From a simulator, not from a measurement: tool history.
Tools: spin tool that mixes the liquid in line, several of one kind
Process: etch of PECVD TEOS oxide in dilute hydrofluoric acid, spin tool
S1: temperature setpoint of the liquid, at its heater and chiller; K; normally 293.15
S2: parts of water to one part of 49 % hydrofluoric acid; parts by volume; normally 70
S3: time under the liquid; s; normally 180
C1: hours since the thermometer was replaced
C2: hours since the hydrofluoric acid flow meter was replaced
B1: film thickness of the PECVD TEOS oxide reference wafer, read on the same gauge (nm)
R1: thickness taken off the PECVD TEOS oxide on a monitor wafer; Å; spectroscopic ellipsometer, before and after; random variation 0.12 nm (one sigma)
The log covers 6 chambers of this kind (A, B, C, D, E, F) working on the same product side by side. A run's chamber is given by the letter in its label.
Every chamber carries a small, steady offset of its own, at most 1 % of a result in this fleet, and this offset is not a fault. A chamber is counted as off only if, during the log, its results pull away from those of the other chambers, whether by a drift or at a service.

{"run": "1B", "hour": 7.2, "S1": 293.15, "S2": 70, "S3": 180, "C1": 325, "C2": 446.2, "B1": 50.018, "R1": 195.06}
{"run": "2A", "hour": 13.8, "S1": 293.15, "S2": 70, "S3": 180, "C1": 418.1, "C2": 1176.4, "B1": 49.976, "R1": 196.31}
{"run": "3F", "hour": 20.6, "S1": 293.15, "S2": 70, "S3": 180, "C1": 285.8, "C2": 1394.5, "B1": 49.961, "R1": 191.78}
{"run": "4D", "hour": 25.8, "S1": 293.15, "S2": 70, "S3": 180, "C1": 248.9, "C2": 132.6, "B1": 49.966, "R1": 194.69}
{"run": "5C", "hour": 30.3, "S1": 293.15, "S2": 70, "S3": 180, "C1": 665.5, "C2": 781.9, "B1": 50.002, "R1": 192.08}
{"run": "6E", "hour": 37.4, "S1": 293.15, "S2": 70, "S3": 180, "C1": 1097.7, "C2": 1457.4, "B1": 50.013, "R1": 196.01}
{"run": "7A", "hour": 41.4, "S1": 293.15, "S2": 70, "S3": 180, "C1": 445.7, "C2": 1204, "B1": 50.052, "R1": 194.21}
{"run": "8B", "hour": 44.6, "S1": 293.15, "S2": 70, "S3": 180, "C1": 362.4, "C2": 483.6, "B1": 49.952, "R1": 194.08}
{"run": "9E", "hour": 48.6, "S1": 293.15, "S2": 70, "S3": 180, "C1": 1108.9, "C2": 1468.6, "B1": 49.965, "R1": 195.71}
{"run": "10F", "hour": 53.3, "S1": 290.15, "S2": 50, "S3": 180, "C1": 318.5, "C2": 1427.2, "B1": 49.977, "R1": 243.93}
{"run": "11C", "hour": 60.2, "S1": 290.15, "S2": 50, "S3": 180, "C1": 695.4, "C2": 811.8, "B1": 50.006, "R1": 242.96}
{"hour": 63.1, "done": "chamber C: hydrofluoric acid flow meter replaced"}
{"run": "12D", "hour": 66.3, "S1": 290.15, "S2": 50, "S3": 180, "C1": 289.4, "C2": 173.1, "B1": 50.011, "R1": 247.17}
{"run": "13D", "hour": 70.8, "S1": 290.15, "S2": 50, "S3": 180, "C1": 293.9, "C2": 177.6, "B1": 50.009, "R1": 248.08}
{"hour": 74.0, "done": "chamber B: hydrofluoric acid flow meter replaced"}
{"run": "14E", "hour": 76.6, "S1": 290.15, "S2": 50, "S3": 180, "C1": 1136.9, "C2": 1496.6, "B1": 50.014, "R1": 250.15}
{"run": "15F", "hour": 80.4, "S1": 290.15, "S2": 50, "S3": 180, "C1": 345.6, "C2": 1454.3, "B1": 49.981, "R1": 242.45}
{"run": "16B", "hour": 86.6, "S1": 293.15, "S2": 70, "S3": 180, "C1": 404.4, "C2": 12.7, "B1": 50.036, "R1": 193.75}
{"run": "17C", "hour": 91.3, "S1": 293.15, "S2": 70, "S3": 180, "C1": 726.5, "C2": 28.2, "B1": 50.028, "R1": 193.67}
{"run": "18A", "hour": 95.7, "S1": 293.15, "S2": 70, "S3": 180, "C1": 500, "C2": 1258.3, "B1": 50.009, "R1": 193.68}
{"run": "19A", "hour": 99.4, "S1": 293.15, "S2": 70, "S3": 180, "C1": 503.7, "C2": 1262, "B1": 49.963, "R1": 192.63}
{"run": "20F", "hour": 103.5, "S1": 293.15, "S2": 70, "S3": 180, "C1": 368.7, "C2": 1477.4, "B1": 50.007, "R1": 193.46}
{"run": "21E", "hour": 107.7, "S1": 293.15, "S2": 70, "S3": 180, "C1": 1168, "C2": 1527.7, "B1": 50.011, "R1": 194.76}
{"run": "22B", "hour": 114.5, "S1": 293.15, "S2": 70, "S3": 180, "C1": 432.3, "C2": 40.6, "B1": 50.011, "R1": 195.06}
{"run": "23C", "hour": 117.7, "S1": 293.15, "S2": 70, "S3": 180, "C1": 752.9, "C2": 54.6, "B1": 49.946, "R1": 192.3}
{"run": "24D", "hour": 124.6, "S1": 293.15, "S2": 70, "S3": 180, "C1": 347.7, "C2": 231.4, "B1": 49.988, "R1": 195.09}
{"run": "25F", "hour": 130.3, "S1": 293.15, "S2": 70, "S3": 180, "C1": 395.5, "C2": 1504.2, "B1": 49.996, "R1": 193.14}
{"run": "26C", "hour": 134.1, "S1": 293.15, "S2": 70, "S3": 180, "C1": 769.3, "C2": 71, "B1": 50.026, "R1": 193.46}
{"run": "27A", "hour": 138.1, "S1": 294.65, "S2": 70, "S3": 120, "C1": 542.4, "C2": 1300.7, "B1": 50.011, "R1": 137.29}
{"run": "28B", "hour": 144.3, "S1": 294.65, "S2": 70, "S3": 120, "C1": 462.1, "C2": 70.4, "B1": 49.979, "R1": 137.6}
{"run": "29D", "hour": 149.1, "S1": 294.65, "S2": 70, "S3": 120, "C1": 372.2, "C2": 255.9, "B1": 50.025, "R1": 138.05}
{"run": "30E", "hour": 152.9, "S1": 294.65, "S2": 70, "S3": 120, "C1": 1213.2, "C2": 1572.9, "B1": 50.01, "R1": 138.3}
{"run": "31C", "hour": 158.3, "S1": 294.65, "S2": 70, "S3": 120, "C1": 793.5, "C2": 95.2, "B1": 49.996, "R1": 135.73}
{"run": "32D", "hour": 162.8, "S1": 294.65, "S2": 70, "S3": 120, "C1": 385.9, "C2": 269.6, "B1": 50.025, "R1": 137.78}
{"run": "33E", "hour": 167.4, "S1": 293.15, "S2": 70, "S3": 180, "C1": 1227.7, "C2": 1587.4, "B1": 50.054, "R1": 195.12}
{"run": "34F", "hour": 171.3, "S1": 291.15, "S2": 50, "S3": 180, "C1": 436.5, "C2": 1545.2, "B1": 50.015, "R1": 252.09}
{"run": "35B", "hour": 177.9, "S1": 291.15, "S2": 50, "S3": 180, "C1": 495.7, "C2": 104, "B1": 49.984, "R1": 254.32}
{"run": "36A", "hour": 183.1, "S1": 291.15, "S2": 50, "S3": 180, "C1": 587.4, "C2": 1345.7, "B1": 50.044, "R1": 252.47}
{"run": "37C", "hour": 187.1, "S1": 291.15, "S2": 50, "S3": 180, "C1": 822.3, "C2": 124, "B1": 50.032, "R1": 254.6}
{"run": "38B", "hour": 190.6, "S1": 291.15, "S2": 50, "S3": 180, "C1": 508.4, "C2": 116.7, "B1": 50.022, "R1": 258.23}
{"run": "39E", "hour": 196.1, "S1": 291.15, "S2": 50, "S3": 180, "C1": 1256.4, "C2": 1616.1, "B1": 50.031, "R1": 260.72}

Decide between three cases: one chamber stands off from its peers, the gauge reading all wafers drifts, or nothing is wrong past each chamber's small offset. Where a chamber is off, say which and what most likely put it there.

No chamber stands off beyond its own small offset, and the gauge holds steady.
